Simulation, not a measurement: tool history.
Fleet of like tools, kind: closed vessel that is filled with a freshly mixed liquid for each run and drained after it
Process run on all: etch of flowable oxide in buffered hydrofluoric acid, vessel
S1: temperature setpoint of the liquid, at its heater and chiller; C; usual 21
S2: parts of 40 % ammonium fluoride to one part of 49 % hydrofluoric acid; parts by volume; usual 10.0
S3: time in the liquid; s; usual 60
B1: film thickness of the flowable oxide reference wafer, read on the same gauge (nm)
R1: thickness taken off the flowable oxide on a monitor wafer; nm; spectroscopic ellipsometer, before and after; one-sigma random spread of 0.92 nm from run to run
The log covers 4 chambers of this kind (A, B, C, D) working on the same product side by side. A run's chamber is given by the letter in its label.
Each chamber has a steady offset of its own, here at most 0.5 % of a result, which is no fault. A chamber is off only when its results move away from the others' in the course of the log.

run   hour  S1    S2  S3      B1      R1
 1C    8.9  21  10.0  60  89.992  127.47
 2D   23.2  21  10.0  60  90.014  126.01
 3B   33.4  21  10.0  60  89.981  126.39
 4A   40.3  21  10.0  60  89.991  125.80
 5A   48.5  21  10.0  60  89.998  126.56
 6B   59.5  21  10.0  60  90.008  127.19
 7C   68.3  21  10.0  60  90.010  126.94
 8D   75.1  21  10.0  60  90.021  126.87
 9D   81.8  21  10.0  60  90.011  128.54
10B   88.0  21  10.0  60  90.006  127.70
11C   97.4  21  10.0  60  90.010  127.96
12A  104.2  21  10.0  60  90.007  125.31
13D  113.5  21  10.0  60  89.977  125.59
14B  123.3  21  12.5  75  89.989  127.96
15C  132.8  21  12.5  75  90.019  127.27
16A  141.3  21  12.5  75  89.973  126.45
17D  147.4  21  12.5  75  90.013  128.62
18A  160.2  21  10.0  60  90.017  126.97
19B  168.9  21  10.0  60  89.982  127.65
20C  182.4  21   6.5  60  89.991  190.46
21D  188.9  21   6.5  60  90.011  187.98
22A  197.9  21   6.5  60  90.020  188.38
23B  208.4  21   6.5  60  90.009  191.83
24C  219.8  21  10.0  60  90.016  127.73
25B  231.1  21  10.0  60  90.006  129.07
26D  242.9  21  10.0  60  90.023  123.75
27C  256.6  21  10.0  60  89.994  127.22
28A  267.3  21   8.5  90  90.009  214.94
29D  273.5  21   8.5  90  90.000  210.31
30A  280.4  21   8.5  90  90.024  215.03
     281.0  -- chamber C: hydrofluoric acid flow meter replaced
31B  288.8  21   8.5  90  89.992  215.67
32C  302.1  21  10.0  60  89.958  126.79
33D  313.0  21  10.0  60  89.994  120.42
34B  321.3  21  10.0  60  90.009  126.58

All 4 chambers run these settings next. Forecast each chamber's results:
35A  331.5  21  10.0  60       ?
35B  331.5  21  10.0  60       ?
35C  331.5  21  10.0  60       ?
35D  331.5  21  10.0  60       ?

run      R1
35A  125.99
35B  128.55
35C  127.99
35D  120.58

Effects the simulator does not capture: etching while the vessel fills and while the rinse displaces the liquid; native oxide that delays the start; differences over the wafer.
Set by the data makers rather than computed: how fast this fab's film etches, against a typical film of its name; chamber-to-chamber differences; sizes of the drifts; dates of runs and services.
